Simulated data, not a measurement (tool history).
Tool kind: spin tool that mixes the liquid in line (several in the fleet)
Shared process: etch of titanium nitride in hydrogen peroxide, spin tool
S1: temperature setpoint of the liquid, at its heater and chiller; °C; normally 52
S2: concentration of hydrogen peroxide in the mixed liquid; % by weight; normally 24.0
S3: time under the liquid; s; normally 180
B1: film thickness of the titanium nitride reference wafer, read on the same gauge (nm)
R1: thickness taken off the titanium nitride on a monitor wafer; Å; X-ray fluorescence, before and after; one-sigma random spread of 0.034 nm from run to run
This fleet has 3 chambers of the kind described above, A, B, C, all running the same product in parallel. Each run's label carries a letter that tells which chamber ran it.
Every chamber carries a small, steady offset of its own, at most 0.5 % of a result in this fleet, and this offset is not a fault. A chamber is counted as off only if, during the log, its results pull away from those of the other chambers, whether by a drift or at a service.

| run | hour | S1 | S2 | S3 | B1 | R1 |
|---|---|---|---|---|---|---|
| 1B | 7.7 | 52 | 24.0 | 180 | 29.994 | 65.811 |
| 2A | 13.5 | 52 | 24.0 | 180 | 30.013 | 66.113 |
|  | 15.4 | chamber B: new drum of peroxide connected |
| 3C | 19.2 | 52 | 24.0 | 180 | 29.991 | 66.388 |
|  | 21.1 | chamber A: new drum of peroxide connected |
| 4B | 29.0 | 52 | 24.0 | 180 | 30.000 | 65.291 |
| 5A | 39.2 | 52 | 24.0 | 180 | 29.984 | 66.141 |
| 6C | 46.7 | 52 | 24.0 | 180 | 29.984 | 66.762 |
| 7C | 53.3 | 52 | 24.0 | 180 | 30.026 | 66.210 |
| 8B | 60.5 | 52 | 24.0 | 180 | 30.025 | 65.685 |
| 9A | 65.9 | 52 | 24.0 | 180 | 30.025 | 66.027 |
| 10C | 73.9 | 52 | 24.0 | 180 | 29.990 | 66.594 |
| 11B | 81.3 | 52 | 24.0 | 180 | 29.971 | 65.912 |
| 12A | 91.8 | 52 | 24.0 | 180 | 30.000 | 64.816 |
| 13B | 99.8 | 52 | 24.0 | 180 | 29.986 | 65.642 |
|  | 101.6 | chamber C: thermometer replaced |
| 14A | 107.7 | 46 | 24.0 | 180 | 29.965 | 42.557 |
| 15C | 116.4 | 46 | 24.0 | 180 | 29.977 | 43.063 |
| 16C | 125.2 | 46 | 24.0 | 180 | 30.018 | 43.268 |
| 17B | 132.2 | 52 | 24.0 | 180 | 30.008 | 65.896 |
| 18A | 141.0 | 52 | 24.0 | 180 | 30.009 | 64.975 |
| 19A | 148.8 | 52 | 24.0 | 180 | 29.993 | 65.044 |
| 20B | 154.7 | 52 | 21.5 | 75 | 29.972 | 26.983 |
| 21C | 160.3 | 52 | 21.5 | 75 | 29.994 | 27.132 |
| 22B | 168.7 | 52 | 21.5 | 75 | 29.995 | 26.545 |
| 23C | 179.1 | 52 | 24.0 | 180 | 30.005 | 66.870 |
| 24A | 187.6 | 52 | 28.5 | 135 | 30.016 | 50.196 |
| 25B | 194.6 | 52 | 28.5 | 135 | 30.004 | 51.796 |
| 26C | 201.4 | 52 | 28.5 | 135 | 30.020 | 51.527 |
| 27A | 206.5 | 52 | 24.0 | 180 | 30.020 | 63.754 |
| 28C | 213.2 | 52 | 27.5 | 180 | 30.016 | 68.583 |
| 29B | 218.5 | 52 | 27.5 | 180 | 30.030 | 67.421 |

Decide between three cases: one chamber stands off from its peers, the gauge reading all wafers drifts, or nothing is wrong past each chamber's small offset. Where a chamber is off, say which and what most likely put it there.

Chamber A drifts away from the others.
Likeliest cause: temperature lost on the way to the wafer (K) = 0.586.
It could be hard to tell apart here from: liquid colder than its thermometer reads (K).

Chamber A could run next with any of the 4 candidate recipes listed below; each alters the usual settings, and their results appear as question marks. Which one brings its results back in line with what the other chambers deliver on the usual settings?
In-line tolerance around the mean of the other chambers on the usual settings: R1 1.200 Å
| 30A-1 | 226.7 | 52.0 | 23.0 | 180 |  | ? |
| 30A-2 | 226.7 | 52.5 | 24.0 | 180 |  | ? |
| 30A-3 | 226.7 | 52.0 | 19.0 | 180 |  | ? |
| 30A-4 | 226.7 | 52.0 | 25.0 | 180 |  | ? |

Average result of the remaining chambers running the usual settings: R1 66.191 Å
| run | R1 |
|---|---|
| 30A-1 | 62.860 |
| 30A-2 | 65.743 |
| 30A-3 | 60.374 |
| 30A-4 | 63.992 |
30A-2 puts the chamber back in line with the other chambers.

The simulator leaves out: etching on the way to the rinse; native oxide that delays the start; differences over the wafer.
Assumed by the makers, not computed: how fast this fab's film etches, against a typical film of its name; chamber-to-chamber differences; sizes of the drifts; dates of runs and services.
